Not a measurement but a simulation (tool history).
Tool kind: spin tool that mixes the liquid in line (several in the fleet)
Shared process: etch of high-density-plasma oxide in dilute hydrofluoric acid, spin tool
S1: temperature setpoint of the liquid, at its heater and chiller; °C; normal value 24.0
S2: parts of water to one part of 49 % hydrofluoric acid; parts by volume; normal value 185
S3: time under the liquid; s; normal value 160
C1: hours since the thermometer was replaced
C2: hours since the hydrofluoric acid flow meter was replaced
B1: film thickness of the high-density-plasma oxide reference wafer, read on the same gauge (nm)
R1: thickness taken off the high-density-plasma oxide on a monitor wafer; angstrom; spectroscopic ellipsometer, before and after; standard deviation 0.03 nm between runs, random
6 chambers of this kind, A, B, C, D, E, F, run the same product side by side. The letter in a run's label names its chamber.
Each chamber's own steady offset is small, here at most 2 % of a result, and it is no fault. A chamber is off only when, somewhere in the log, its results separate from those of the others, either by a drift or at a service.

run   hour    S1   S2   S3      C1      C2      B1       R1
 1D   10.0  24.0  185  160   438.2  1094.1  49.984   58.552
 2F   19.9  24.0  185  160  1306.4  1151.5  49.972   58.811
 3B   31.6  24.0  185  160   272.5   143.1  50.026   59.450
 4E   42.5  24.0  185  160   440.1   536.0  50.025   58.602
      45.1  -- chamber F: hydrofluoric acid flow meter replaced
 5C   52.9  24.0  185  160   419.7   608.7  50.001   59.985
 6A   58.7  24.0  185  160   417.7   510.7  49.968   59.285
 7C   69.8  24.0  185  160   436.6   625.6  49.951   60.152
 8B   80.7  24.0  185  160   321.6   192.2  50.008   59.388
 9E   89.9  24.0  185  160   487.5   583.4  49.997   59.360
10D  100.5  24.0  110  160   528.7  1184.6  50.005  108.640
11F  111.2  24.0  110  160  1397.7    66.1  49.998  110.000
12A  117.9  24.0  110  160   476.9   569.9  49.969  109.430
13A  126.3  24.0  110  160   485.3   578.3  49.995  109.090
14F  133.9  24.0  110  160  1420.4    88.8  50.021  108.770
15D  143.8  24.0  110  160   572.0  1227.9  50.006  108.640
16B  154.3  24.0  185  160   395.2   265.8  49.983   60.349
17C  163.7  24.0  185  160   530.5   719.5  49.968   59.609
18E  175.1  24.0  185  160   572.7   668.6  49.973   58.674
19C  187.8  28.5  225  160   554.6   743.6  49.997   54.847
20B  197.0  28.5  225  160   437.9   308.5  50.000   56.042
21E  203.2  28.5  225  160   600.8   696.7  50.003   54.223
22D  209.8  28.5  225  160   638.0  1293.9  49.983   54.184
23A  215.5  28.5  225  160   574.5   667.5  49.970   54.073
24F  225.5  28.5  225  160  1512.0   180.4  49.990   53.879
25A  235.7  24.0  185  160   594.7   687.7  49.981   58.835
26D  242.1  26.0  145  160   670.3  1326.2  50.032   85.212
27C  252.0  26.0  145  160   618.8   807.8  50.015   85.668
28B  259.7  26.0  145  160   500.6   371.2  50.004   87.788
29E  267.2  26.0  145  160   664.8   760.7  49.999   85.702
     272.7  -- chamber C: hydrofluoric acid flow meter replaced
30F  278.4  26.0  145  160  1564.9   233.3  49.987   85.683
31E  283.9  26.0  145  160   681.5   777.4  50.032   86.127
32D  294.8  24.0  185  160   723.0  1378.9  49.959   58.322
33F  303.7  24.0  185  160  1590.2   258.6  50.023   58.957
34A  314.8  24.0  185  160   673.8   766.8  49.988   58.541
35C  321.5  24.0  185  160   688.3    48.8  49.985   59.810
36B  327.4  24.0  185  160   568.3   438.9  49.996   61.805
37D  336.4  24.0  185  215   764.6  1420.5  50.024   78.463
38E  344.5  24.0  185  215   742.1   838.0  50.032   79.115
39B  351.5  24.0  185  215   592.4   463.0  50.016   83.138
40C  358.1  24.0  185  215   724.9    85.4  49.975   80.329
41A  370.9  24.0  185  215   729.9   822.9  49.978   78.337
42F  382.9  24.0  185  215  1669.4   337.8  50.026   78.625
43A  390.5  20.5  135  160   749.5   842.5  50.009   74.867

Has any chamber moved away from the others, gradually or after a service, or does the common gauge drift, or do the chambers differ only by their own small steady offsets? State the chamber and the most likely cause if one applies.

Chamber B drifts away from the others.
Most likely cause: liquid hotter than its thermometer reads (K) = 1.62.
It could be hard to tell apart here from: hydrofluoric acid flow above the setpoint (%).

Which of the 4 candidates below, each the usual settings with something changed and its results left as question marks, puts chamber B back in line with what the other chambers give on the usual settings?
Counts as in line when no further than this from what the other chambers average on the usual settings: R1 1.000 angstrom
44B-1  399.7  24.0  185  150               ?
44B-2  399.7  24.0  180  165               ?
44B-3  399.7  20.5  185  160               ?
44B-4  399.7  24.5  170  160               ?

The mean the other chambers reach with the usual settings: R1 59.066 angstrom
  run      R1
44B-1  58.762
44B-2  66.821
44B-3  55.058
44B-4  70.718
44B-1 brings the chamber back in line.
